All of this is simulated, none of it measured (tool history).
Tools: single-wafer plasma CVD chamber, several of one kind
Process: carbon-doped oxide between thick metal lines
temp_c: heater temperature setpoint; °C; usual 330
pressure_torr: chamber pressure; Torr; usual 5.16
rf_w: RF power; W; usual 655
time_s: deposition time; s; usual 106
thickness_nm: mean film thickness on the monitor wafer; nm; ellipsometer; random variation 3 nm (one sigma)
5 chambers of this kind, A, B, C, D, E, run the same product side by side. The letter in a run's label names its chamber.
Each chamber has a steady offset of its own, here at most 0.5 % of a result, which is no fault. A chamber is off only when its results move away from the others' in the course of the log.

run,hour,temp_c,pressure_torr,rf_w,time_s,hours since the last thermocouple change,hours since the last RF generator calibration,hours since the last manometer calibration,"read-back reference wafer on the same gauge, thickness_nm",thickness_nm
1A,6.4,330,5.16,655,106,1980.8,841.8,1348.7,543.8,667.62
2D,12.5,330,5.16,655,106,2260.1,1538.2,531.2,543.12,667.26
3B,18.9,330,5.16,655,106,1227.2,546.3,770.9,542.98,678.15
4E,30.1,330,5.16,655,106,288,1120.4,509.6,543.32,670.91
5C,41.9,330,5.16,655,106,731.2,648.7,1811.7,542.95,669.7
6E,51,330,5.16,655,106,308.9,1141.3,530.5,542.22,671.74
7A,62,330,5.16,655,106,2036.4,897.4,1404.3,543.04,670.42
8B,68.4,330,5.16,655,106,1276.7,595.8,820.4,543.32,671.27
9D,77,330,5.16,655,106,2324.6,1602.7,595.7,543.3,668.08
10C,88.2,330,5.16,655,106,777.5,695,1858,543.4,666.43
11A,97.9,330,5.16,655,106,2072.3,933.3,1440.2,542.5,670.48
12B,103.5,330,5.16,655,106,1311.8,630.9,855.5,543.25,672.37
13D,111.6,330,5.16,655,106,2359.2,1637.3,630.3,542.26,669.82
14C,121.6,330,5.16,655,106,810.9,728.4,1891.4,543.12,673.55
15E,128.3,330,4.46,655,106,386.2,1218.6,607.8,543.03,655.15
16D,134.5,330,4.46,655,106,2382.1,1660.2,653.2,543.52,649.77
17A,140.1,330,4.46,655,106,2114.5,975.5,1482.4,543.35,651.97
18C,148.4,330,4.46,655,106,837.7,755.2,1918.2,543,656.82
19B,154.4,330,4.46,655,106,1362.7,681.8,906.4,543.2,654.96
20E,164.9,330,5.16,655,106,422.8,1255.2,644.4,542.58,672.62
21C,172,330,5.16,655,106,861.3,778.8,1941.8,543.48,667.89
# hour 178: chamber B: thermocouple changed; heater temperature recalibrated
22D,181,330,5.16,655,106,2428.6,1706.7,699.7,543.29,668.15
23E,191.7,316,5.16,700,106,449.6,1282,671.2,543.35,727.49
# hour 193.4: chamber C: capacitance manometer re-zeroed and calibrated
24B,201.8,316,5.16,700,106,23.8,729.2,953.8,543.03,731.81
25A,210,316,5.16,700,106,2184.4,1045.4,1552.3,543.86,727.44
26C,220.1,316,5.16,700,106,909.4,826.9,26.8,543.43,728.18
27B,225.4,316,5.16,700,106,47.4,752.8,977.4,542.75,727.88
28D,231.1,330,5.16,655,106,2478.7,1756.8,749.8,543.03,667.17
29A,240,330,5.16,760,106,2214.4,1075.4,1582.3,542.38,728.1
30E,250.6,330,5.16,760,106,508.5,1340.9,730.1,542.52,736.83
31C,261.6,330,5.16,760,106,950.9,868.4,68.3,543.07,732.91
32A,270.9,330,5.16,760,106,2245.3,1106.3,1613.2,543.25,728.27
33D,282.4,330,5.16,760,106,2530,1808.1,801.1,542.87,730.98

Next, every chamber runs the same settings. What will each give?
34A,290.8,330,5.16,655,106,,,,,?
34B,290.8,330,5.16,655,106,,,,,?
34C,290.8,330,5.16,655,106,,,,,?
34D,290.8,330,5.16,655,106,,,,,?
34E,290.8,330,5.16,655,106,,,,,?

run,thickness_nm
34A,674.35
34B,674.72
34C,664.37
34D,672.47
34E,669.86
